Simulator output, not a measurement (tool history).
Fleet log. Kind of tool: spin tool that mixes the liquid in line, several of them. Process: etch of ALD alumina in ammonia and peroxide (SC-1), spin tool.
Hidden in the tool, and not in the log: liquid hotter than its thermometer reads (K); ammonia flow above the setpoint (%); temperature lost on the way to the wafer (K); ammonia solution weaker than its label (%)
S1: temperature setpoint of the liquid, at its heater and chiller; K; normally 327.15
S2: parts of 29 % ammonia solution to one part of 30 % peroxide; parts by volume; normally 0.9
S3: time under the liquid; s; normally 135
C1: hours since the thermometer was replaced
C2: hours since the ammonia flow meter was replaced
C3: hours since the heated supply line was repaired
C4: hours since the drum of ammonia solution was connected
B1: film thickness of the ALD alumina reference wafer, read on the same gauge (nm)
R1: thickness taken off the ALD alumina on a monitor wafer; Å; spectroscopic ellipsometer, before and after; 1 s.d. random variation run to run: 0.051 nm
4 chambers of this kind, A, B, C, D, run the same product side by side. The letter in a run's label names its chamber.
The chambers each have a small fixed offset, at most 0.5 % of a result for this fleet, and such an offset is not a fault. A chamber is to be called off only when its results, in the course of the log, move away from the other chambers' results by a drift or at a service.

run   hour      S1    S2   S3      C1      C2      C3     C4      B1      R1
       6.4  -- chamber C: new drum of ammonia solution connected
 1D    9.9  327.15   0.9  135   199.6   651.8   277.4  167.5      60   110.1
 2A   18.1  327.15   0.9  135    31.6   659.6  1126.9  539.7  59.995  110.36
 3B   30.2  327.15   0.9  135   178.2   676.6  1446.2   58.2   59.99  109.12
 4C   36.7  327.15   0.9  135   862.8   917.5  1149.4   30.3  59.984  109.38
 5B   48.6  327.15   0.9  135   196.6     695  1464.6   76.6  59.987   109.3
 6D   60.2  327.15   0.9  135   249.9   702.1   327.7  217.8  60.017  109.37
 7A   70.4  327.15   0.9  135    83.9   711.9  1179.2    592   60.01  109.52
 8C   80.9  327.15   0.9  135     907   961.7  1193.6   74.5  59.987   108.8
      90.6  -- chamber A: ammonia flow meter replaced
      92.4  -- chamber A: new drum of ammonia solution connected
 9D   93.4  332.65   0.9  135   283.1   735.3   360.9    251  59.996  145.67
10A  103.9  332.65   0.9  135   117.4    13.4  1212.7   11.6  60.007  146.65
11B    116  332.65   0.9  135     264   762.4    1532    144  60.006   146.8
12C  125.5  332.65   0.9  135   951.6  1006.3  1238.2  119.1  60.015  146.41
13B  135.8  327.15  0.55  135   283.8   782.2  1551.8  163.8  59.986  104.61
14C  147.2  327.15  0.55  135   973.3    1028  1259.9  140.8  60.006  104.01
15D  158.7  327.15  0.55  135   348.4   800.6   426.2  316.3  59.984  104.52
16A  165.2  327.15  0.55  135   178.7    74.7    1274   72.9  59.979  105.22
17B  173.3  327.15   0.9  135   321.3   819.7  1589.3  201.3  60.007  109.39
18A  185.6  333.65   0.9   55   199.1    95.1  1294.4   93.3  59.982  63.475
19D  198.3  333.65   0.9   55     388   840.2   465.8  355.9  60.033  62.527
20C  205.1  333.65   0.9   55  1031.2  1085.9  1317.8  198.7  59.998  63.548
21A  215.6  333.65   0.9   55   229.1   125.1  1324.4  123.3  59.981  62.912
22C  226.9  327.15   0.9  135    1053  1107.7  1339.6  220.5  60.002  109.65
23D  235.7  327.15   0.9  135   425.4   877.6   503.2  393.3  60.023  109.68
24B  241.7  327.15   0.9  135   389.7   888.1  1657.7  269.7      60  109.84
     251.3  -- chamber D: new drum of ammonia solution connected
25B  252.1  327.15   0.9  135   400.1   898.5  1668.1  280.1  60.006  109.13
26C  261.3  327.15   0.6  135  1087.4  1142.1    1374  254.9  59.991  104.41
27A  274.6  327.15   0.6  135   288.1   184.1  1383.4  182.3  59.995  105.47
28D  280.9  327.15   0.6  135   470.6   922.8   548.4   29.6  59.997   105.5
29C  293.3  327.15   0.6  135  1119.4  1174.1    1406  286.9  60.006  105.23
30B  299.9  327.15   1.2  185   447.9   946.3  1715.9  327.9  60.001     154
31D  309.9  327.15   1.2  185   499.6   951.8   577.4   58.6  59.996  155.99

All chambers now run identical settings, listed one chamber a line with results as question marks. What results will each chamber show?
32A  319.4  327.15  0.65  135                       ?
32B  319.4  327.15  0.65  135                       ?
32C  319.4  327.15  0.65  135                       ?
32D  319.4  327.15  0.65  135                       ?

run      R1
32A  106.36
32B  106.68
32C  106.06
32D   105.7
